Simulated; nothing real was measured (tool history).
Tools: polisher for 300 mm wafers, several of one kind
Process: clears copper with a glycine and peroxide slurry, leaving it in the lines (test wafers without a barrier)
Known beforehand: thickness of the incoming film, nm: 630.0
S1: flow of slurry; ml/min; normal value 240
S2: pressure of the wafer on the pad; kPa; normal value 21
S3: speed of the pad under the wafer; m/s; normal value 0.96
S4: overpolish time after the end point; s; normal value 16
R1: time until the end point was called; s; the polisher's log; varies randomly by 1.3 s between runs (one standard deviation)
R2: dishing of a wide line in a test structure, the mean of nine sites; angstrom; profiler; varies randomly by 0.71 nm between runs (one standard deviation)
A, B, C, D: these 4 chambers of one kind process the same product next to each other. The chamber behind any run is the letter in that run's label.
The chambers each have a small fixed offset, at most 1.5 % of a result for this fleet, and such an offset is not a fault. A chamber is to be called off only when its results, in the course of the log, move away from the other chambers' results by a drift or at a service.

run,hour,S1,S2,S3,S4,R1,R2
1C,7.1,240,21,0.96,16,117.81,399.06
2B,12.8,240,21,0.96,16,121.11,384.90
3D,23.6,240,21,0.96,16,117.07,395.66
4A,35.2,240,21,0.96,16,115.85,392.93
5C,45.7,240,21,0.96,16,116.71,393.03
# hour 48.2: chamber B: head pressure recalibrated
6D,53.3,240,21,0.96,16,118.43,401.00
7A,65.2,240,21,0.96,16,116.80,393.55
# hour 65.5: chamber D: worn pad replaced by a new one
8B,75.8,240,21,0.96,16,118.79,401.25
# hour 85.3: chamber A: worn pad replaced by a new one
9D,85.9,240,21,0.96,16,118.75,391.20
# hour 89.2: chamber B: worn pad replaced by a new one
10B,96.2,240,21,0.96,16,120.79,379.23
11A,102.7,240,21,0.96,16,118.31,384.72
# hour 105.9: chamber A: slurry nozzle cleaned
12C,114.0,185,21,0.96,16,119.17,383.56
13B,120.4,185,21,0.96,16,124.29,379.76
14D,129.1,185,21,0.96,16,122.12,384.55
# hour 133.3: chamber C: worn pad replaced by a new one
15A,140.7,185,21,0.96,16,120.99,395.28
16C,148.1,280,21,0.96,16,115.04,387.67
# hour 150.9: chamber D: worn pad replaced by a new one
17C,155.7,280,21,0.96,16,116.09,410.08
18A,165.0,280,21,0.96,16,112.32,415.13
19D,173.4,280,21,0.96,16,116.22,409.06
# hour 183.2: chamber D: head pressure recalibrated
20B,184.4,240,21,0.96,16,117.52,391.50
# hour 191.9: chamber A: worn pad replaced by a new one
21A,195.8,240,21,0.96,16,115.10,402.40
# hour 198.1: chamber C: head pressure recalibrated
22C,207.1,240,21,0.96,16,117.97,398.86
23D,217.1,240,21,0.96,16,114.62,401.51
24B,226.3,240,21,0.96,16,119.24,393.77
25D,237.0,240,21,0.96,16,118.67,383.68
# hour 243.4: chamber D: worn pad replaced by a new one
26C,249.0,240,21,0.96,16,117.49,400.49
27A,257.5,305,21,0.96,11,109.77,332.31
28B,264.3,305,21,0.96,11,113.78,323.20
29B,271.9,305,21,0.96,11,115.87,315.06
# hour 277.4: chamber A: worn pad replaced by a new one
30A,278.9,305,21,0.96,11,107.14,345.33
31D,285.0,240,21,0.96,16,119.86,388.02
32C,293.2,240,21,0.96,16,118.10,395.59
33D,300.6,240,21,0.96,16,118.60,396.56
# hour 306.4: chamber A: slurry nozzle cleaned
# hour 310.8: chamber B: worn pad replaced by a new one
34B,311.1,240,21,0.96,16,116.07,387.43
# hour 314.6: chamber C: worn pad replaced by a new one
35C,322.9,240,21,0.96,16,119.86,379.06
36A,330.7,240,21,0.96,16,108.78,405.25
# hour 337.2: chamber D: worn pad replaced by a new one
# hour 341.2: chamber B: slurry nozzle cleaned
37C,342.6,240,21,0.96,16,114.20,400.46
38D,351.4,240,21,0.96,16,119.57,394.77
39B,358.5,240,21,0.78,16,139.57,365.80
40A,369.8,240,21,0.78,16,123.88,376.88

Next, every chamber runs the same settings. What will each give?
41A,378.7,240,21,0.96,24,?,?
41B,378.7,240,21,0.96,24,?,?
41C,378.7,240,21,0.96,24,?,?
41D,378.7,240,21,0.96,24,?,?

run,R1,R2
41A,106.92,489.78
41B,120.87,482.84
41C,116.79,476.06
41D,115.35,483.25
